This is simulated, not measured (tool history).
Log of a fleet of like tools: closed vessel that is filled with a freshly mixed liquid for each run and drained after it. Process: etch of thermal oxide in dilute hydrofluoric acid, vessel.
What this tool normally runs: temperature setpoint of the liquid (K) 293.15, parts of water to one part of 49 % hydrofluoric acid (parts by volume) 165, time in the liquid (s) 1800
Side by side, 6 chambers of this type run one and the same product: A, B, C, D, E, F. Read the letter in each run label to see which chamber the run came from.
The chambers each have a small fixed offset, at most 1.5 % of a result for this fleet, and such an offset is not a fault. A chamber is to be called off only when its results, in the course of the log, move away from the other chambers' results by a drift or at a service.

run	hour	temperature setpoint of the liquid (K)	parts of water to one part of 49 % hydrofluoric acid (parts by volume)	time in the liquid (s)	hours since the thermometer was replaced	hours since the hydrofluoric acid flow meter was replaced	read-back film thickness of the thermal oxide reference wafer, read on the same gauge (nm)	thickness taken off the thermal oxide on a monitor wafer (nm)
1D	14.2	293.15	165	1800	2448.6	1293.2	120.01	40.044
2B	26.8	293.15	165	1800	477.8	315.9	120.04	39.832
# hour 27.2: chamber E: hydrofluoric acid flow meter replaced
3A	33.6	293.15	165	1800	337.1	406.9	119.97	40.027
4F	41.9	293.15	165	1800	1484.7	1439	119.97	39.945
5E	53	293.15	165	1800	1050.5	25.8	120	40.184
6C	63.4	293.15	165	1800	916.4	1047.2	120	39.871
7E	77.4	293.15	165	1800	1074.9	50.2	119.97	40.194
8B	93	293.15	165	1800	544	382.1	120.02	39.565
9A	101	293.15	165	1800	404.5	474.3	119.97	40.073
10D	115	293.15	165	2715	2549.4	1394	119.99	60.252
11C	126.6	293.15	165	2715	979.6	1110.4	120.01	60.096
12F	138	293.15	165	2715	1580.8	1535.1	120.02	60.233
# hour 147.7: chamber F: thermometer replaced
13E	150.1	293.15	165	2715	1147.6	122.9	120.04	60.727
14D	162.7	293.15	165	2715	2597.1	1441.7	120.01	60.383
15C	172.3	293.15	165	2715	1025.3	1156.1	120.01	60.377
16B	186.8	293.15	165	1800	637.8	475.9	119.97	39.844
17A	199.2	293.15	240	1390	502.7	572.5	120.01	19.661
# hour 206.5: chamber A: hydrofluoric acid flow meter replaced
18F	210.2	293.15	240	1390	62.6	1607.3	119.99	19.718
19F	225.1	293.15	240	1390	77.5	1622.2	120	19.606
20C	237	293.15	240	1390	1090	1220.8	119.99	19.843
21D	244.2	293.15	240	1390	2678.6	1523.2	119.97	19.692
22A	255.8	293.15	240	1390	559.3	49.3	120	19.785
23B	267.4	290.15	165	1800	718.4	556.5	119.94	35.199
24E	280.2	290.15	165	1800	1277.7	253	119.98	36.216
25D	292.9	290.15	165	1800	2727.3	1571.9	120.04	35.592
# hour 300.3: chamber D: thermometer replaced
26F	308.7	290.15	165	1800	161.1	1705.8	119.96	35.314
27A	322.7	290.15	165	1800	626.2	116.2	120	35.612
28C	336.2	290.15	165	1800	1189.2	1320	119.95	35.548
29E	347.1	293.15	95	1800	1344.6	319.9	120.04	77.166
30B	356.4	293.15	95	1800	807.4	645.5	119.99	74.805
31F	369.1	293.15	95	1800	221.5	1766.2	119.96	74.104
32E	380.7	293.15	95	1800	1378.2	353.5	119.97	77.733
33D	394.2	293.15	95	1800	94	1673.2	120.03	74.84
34C	409.8	293.15	95	1800	1262.8	1393.6	120	74.552
35B	422.5	293.15	165	1800	873.5	711.6	120	39.46
36A	434.4	293.15	165	1800	737.9	227.9	119.98	40.127
37B	442.2	293.15	165	1800	893.2	731.3	119.99	39.708
38C	456.4	293.15	165	1800	1309.4	1440.2	119.97	40.015
39A	470.2	293.15	165	1800	773.7	263.7	120.01	40.32
40F	485.2	293.15	165	1800	337.6	1882.3	120	39.873
41E	493.4	293.15	165	1800	1490.9	466.2	119.95	42.39
42D	504.7	293.15	165	1800	204.5	1783.7	120.01	40.108
43C	516.4	293.15	165	1800	1369.4	1500.2	120.01	40.058

What goes on in this fleet: one chamber off, a drifting gauge, or nothing beyond the chambers' own small offsets? Name the chamber and the cause, if any.

Little by little, chamber E moves away from the other chambers.
What lies behind it: liquid hotter than its thermometer reads (K) = 1.39.
It could be hard to tell apart here from: hydrofluoric acid flow above the setpoint (%).

Below are 4 candidate recipes for chamber E's next run, each the usual settings with a change, their results shown as question marks. Which of them brings E's results back in line with what the other chambers give on the usual settings?
In line means no further than this from the other chambers' mean on the usual settings: thickness taken off the thermal oxide on a monitor wafer (nm) 0.53
44E-1	527.7	293.15	165	1740				?
44E-2	527.7	293.15	165	1865				?
44E-3	527.7	293.15	165	1915				?
44E-4	527.7	293.15	165	1685				?

On the usual settings, the other chambers give on average: thickness taken off the thermal oxide on a monitor wafer (nm) 39.925
run	thickness taken off the thermal oxide on a monitor wafer (nm)
44E-1	41.202
44E-2	44.162
44E-3	45.346
44E-4	39.9
The right change is 44E-4: it brings the chamber back within the allowed miss of the others.

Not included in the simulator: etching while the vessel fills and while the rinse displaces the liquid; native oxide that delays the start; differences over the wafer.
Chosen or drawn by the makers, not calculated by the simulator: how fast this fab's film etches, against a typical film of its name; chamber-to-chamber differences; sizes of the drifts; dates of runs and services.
